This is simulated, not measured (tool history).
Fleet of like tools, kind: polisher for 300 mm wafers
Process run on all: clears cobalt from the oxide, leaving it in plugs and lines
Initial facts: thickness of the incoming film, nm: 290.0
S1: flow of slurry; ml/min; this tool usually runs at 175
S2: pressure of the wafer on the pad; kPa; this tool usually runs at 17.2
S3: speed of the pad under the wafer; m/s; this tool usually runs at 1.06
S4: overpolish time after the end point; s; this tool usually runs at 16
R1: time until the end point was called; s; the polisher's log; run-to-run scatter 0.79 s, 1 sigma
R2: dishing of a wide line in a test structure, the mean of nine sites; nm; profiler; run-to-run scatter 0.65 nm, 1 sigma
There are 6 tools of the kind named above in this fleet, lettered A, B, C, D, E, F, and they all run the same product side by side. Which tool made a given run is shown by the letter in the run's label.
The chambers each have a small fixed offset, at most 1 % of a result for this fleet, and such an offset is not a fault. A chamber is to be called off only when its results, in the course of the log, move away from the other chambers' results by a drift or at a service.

{"run": "1B", "hour": 7.0, "S1": 175, "S2": 17.2, "S3": 1.06, "S4": 16, "R1": 40.138, "R2": 61.06}
{"hour": 8.0, "done": "chamber D: worn pad replaced by a new one"}
{"hour": 9.6, "done": "chamber E: worn pad replaced by a new one"}
{"hour": 13.6, "done": "chamber F: head pressure recalibrated"}
{"run": "2E", "hour": 15.1, "S1": 175, "S2": 17.2, "S3": 1.06, "S4": 16, "R1": 39.701, "R2": 58.882}
{"hour": 20.5, "done": "chamber A: worn pad replaced by a new one"}
{"hour": 20.7, "done": "chamber B: worn pad replaced by a new one"}
{"hour": 21.1, "done": "chamber A: slurry nozzle cleaned"}
{"run": "3F", "hour": 22.3, "S1": 175, "S2": 17.2, "S3": 1.06, "S4": 16, "R1": 39.068, "R2": 60.737}
{"hour": 25.1, "done": "chamber F: worn pad replaced by a new one"}
{"run": "4D", "hour": 29.7, "S1": 175, "S2": 17.2, "S3": 1.06, "S4": 16, "R1": 38.739, "R2": 60.892}
{"run": "5A", "hour": 37.9, "S1": 175, "S2": 17.2, "S3": 1.06, "S4": 16, "R1": 40.087, "R2": 60.767}
{"run": "6C", "hour": 45.7, "S1": 175, "S2": 17.2, "S3": 1.06, "S4": 16, "R1": 39.513, "R2": 60.86}
{"run": "7C", "hour": 52.6, "S1": 175, "S2": 17.2, "S3": 1.06, "S4": 16, "R1": 39.47, "R2": 60.935}
{"run": "8D", "hour": 60.1, "S1": 175, "S2": 17.2, "S3": 1.06, "S4": 16, "R1": 38.236, "R2": 61.259}
{"run": "9E", "hour": 67.1, "S1": 175, "S2": 17.2, "S3": 1.06, "S4": 16, "R1": 40.166, "R2": 59.768}
{"run": "10A", "hour": 71.9, "S1": 175, "S2": 17.2, "S3": 1.06, "S4": 16, "R1": 39.96, "R2": 59.594}
{"hour": 74.3, "done": "chamber B: worn pad replaced by a new one"}
{"run": "11B", "hour": 76.0, "S1": 175, "S2": 17.2, "S3": 1.06, "S4": 16, "R1": 40.862, "R2": 61.65}
{"run": "12F", "hour": 80.0, "S1": 175, "S2": 17.2, "S3": 1.06, "S4": 16, "R1": 42.09, "R2": 61.133}
{"run": "13A", "hour": 83.7, "S1": 175, "S2": 17.2, "S3": 1.06, "S4": 16, "R1": 39.348, "R2": 60.099}
{"hour": 84.2, "done": "chamber D: worn pad replaced by a new one"}
{"run": "14F", "hour": 88.8, "S1": 175, "S2": 17.2, "S3": 1.06, "S4": 16, "R1": 38.963, "R2": 60.854}
{"run": "15C", "hour": 94.9, "S1": 175, "S2": 11.7, "S3": 1.06, "S4": 16, "R1": 58.619, "R2": 49.128}
{"run": "16B", "hour": 101.6, "S1": 175, "S2": 11.7, "S3": 1.06, "S4": 16, "R1": 60.732, "R2": 50.086}
{"hour": 102.8, "done": "chamber E: worn pad replaced by a new one"}
{"run": "17D", "hour": 106.3, "S1": 175, "S2": 11.7, "S3": 1.06, "S4": 16, "R1": 59.443, "R2": 49.728}
{"hour": 109.7, "done": "chamber C: worn pad replaced by a new one"}
{"run": "18E", "hour": 110.7, "S1": 175, "S2": 11.7, "S3": 1.06, "S4": 16, "R1": 59.448, "R2": 49.223}
{"hour": 114.6, "done": "chamber F: worn pad replaced by a new one"}
{"run": "19A", "hour": 117.2, "S1": 175, "S2": 11.7, "S3": 1.06, "S4": 16, "R1": 58.898, "R2": 48.842}
{"run": "20D", "hour": 121.1, "S1": 175, "S2": 11.7, "S3": 1.06, "S4": 16, "R1": 58.278, "R2": 50.311}
{"hour": 122.6, "done": "chamber C: slurry nozzle cleaned"}
{"hour": 123.8, "done": "chamber B: slurry nozzle cleaned"}
{"run": "21C", "hour": 125.2, "S1": 175, "S2": 17.2, "S3": 1.06, "S4": 16, "R1": 40.63, "R2": 60.102}
{"hour": 127.7, "done": "chamber B: worn pad replaced by a new one"}
{"run": "22B", "hour": 132.4, "S1": 175, "S2": 17.2, "S3": 1.06, "S4": 16, "R1": 40.886, "R2": 59.922}
{"hour": 135.1, "done": "chamber A: worn pad replaced by a new one"}
{"run": "23F", "hour": 138.3, "S1": 175, "S2": 17.2, "S3": 1.06, "S4": 16, "R1": 39.346, "R2": 60.729}
{"run": "24E", "hour": 143.2, "S1": 175, "S2": 17.2, "S3": 1.06, "S4": 16, "R1": 40.853, "R2": 61.279}
{"run": "25D", "hour": 150.6, "S1": 175, "S2": 17.2, "S3": 1.06, "S4": 16, "R1": 38.336, "R2": 61.492}
{"run": "26A", "hour": 158.6, "S1": 175, "S2": 17.2, "S3": 1.28, "S4": 16, "R1": 33.925, "R2": 65.425}
{"hour": 160.7, "done": "chamber D: worn pad replaced by a new one"}
{"run": "27B", "hour": 163.1, "S1": 175, "S2": 17.2, "S3": 1.28, "S4": 16, "R1": 32.99, "R2": 66.064}
{"run": "28F", "hour": 168.9, "S1": 175, "S2": 17.2, "S3": 1.28, "S4": 16, "R1": 33.801, "R2": 65.623}
{"run": "29E", "hour": 175.3, "S1": 175, "S2": 17.2, "S3": 1.28, "S4": 16, "R1": 33.634, "R2": 65.998}
{"hour": 177.8, "done": "chamber B: worn pad replaced by a new one"}
{"hour": 177.9, "done": "chamber E: head pressure recalibrated"}
{"run": "30C", "hour": 179.8, "S1": 175, "S2": 17.2, "S3": 1.28, "S4": 16, "R1": 33.127, "R2": 66.154}
{"run": "31D", "hour": 188.0, "S1": 175, "S2": 17.2, "S3": 1.28, "S4": 16, "R1": 32.867, "R2": 65.237}
{"run": "32B", "hour": 192.1, "S1": 175, "S2": 17.2, "S3": 1.06, "S4": 16, "R1": 39.7, "R2": 61.316}
{"hour": 193.2, "done": "chamber E: worn pad replaced by a new one"}
{"run": "33C", "hour": 196.6, "S1": 175, "S2": 17.2, "S3": 1.06, "S4": 16, "R1": 41.155, "R2": 61.249}
{"hour": 202.0, "done": "chamber F: worn pad replaced by a new one"}
{"run": "34F", "hour": 204.4, "S1": 175, "S2": 17.2, "S3": 1.06, "S4": 16, "R1": 40.789, "R2": 59.849}
{"run": "35A", "hour": 211.7, "S1": 175, "S2": 13.8, "S3": 1.18, "S4": 16, "R1": 45.261, "R2": 56.088}
{"run": "36E", "hour": 216.1, "S1": 175, "S2": 13.8, "S3": 1.18, "S4": 16, "R1": 47.07, "R2": 56.707}
{"run": "37A", "hour": 219.9, "S1": 175, "S2": 13.8, "S3": 1.18, "S4": 16, "R1": 43.153, "R2": 56.984}
{"hour": 225.7, "done": "chamber D: worn pad replaced by a new one"}
{"run": "38D", "hour": 228.1, "S1": 175, "S2": 13.8, "S3": 1.18, "S4": 16, "R1": 44.397, "R2": 57.522}

Each of the 6 chambers runs these same settings next. Fill in every chamber's results:
{"run": "39A", "hour": 234.0, "S1": 175, "S2": 17.2, "S3": 1.06, "S4": 16, "R1": "?", "R2": "?"}
{"run": "39B", "hour": 234.0, "S1": 175, "S2": 17.2, "S3": 1.06, "S4": 16, "R1": "?", "R2": "?"}
{"run": "39C", "hour": 234.0, "S1": 175, "S2": 17.2, "S3": 1.06, "S4": 16, "R1": "?", "R2": "?"}
{"run": "39D", "hour": 234.0, "S1": 175, "S2": 17.2, "S3": 1.06, "S4": 16, "R1": "?", "R2": "?"}
{"run": "39E", "hour": 234.0, "S1": 175, "S2": 17.2, "S3": 1.06, "S4": 16, "R1": "?", "R2": "?"}
{"run": "39F", "hour": 234.0, "S1": 175, "S2": 17.2, "S3": 1.06, "S4": 16, "R1": "?", "R2": "?"}

run=39A R1=39.254 R2=60.246
run=39B R1=41.290 R2=60.812
run=39C R1=38.615 R2=59.523
run=39D R1=40.042 R2=61.772
run=39E R1=40.140 R2=60.970
run=39F R1=40.078 R2=58.570
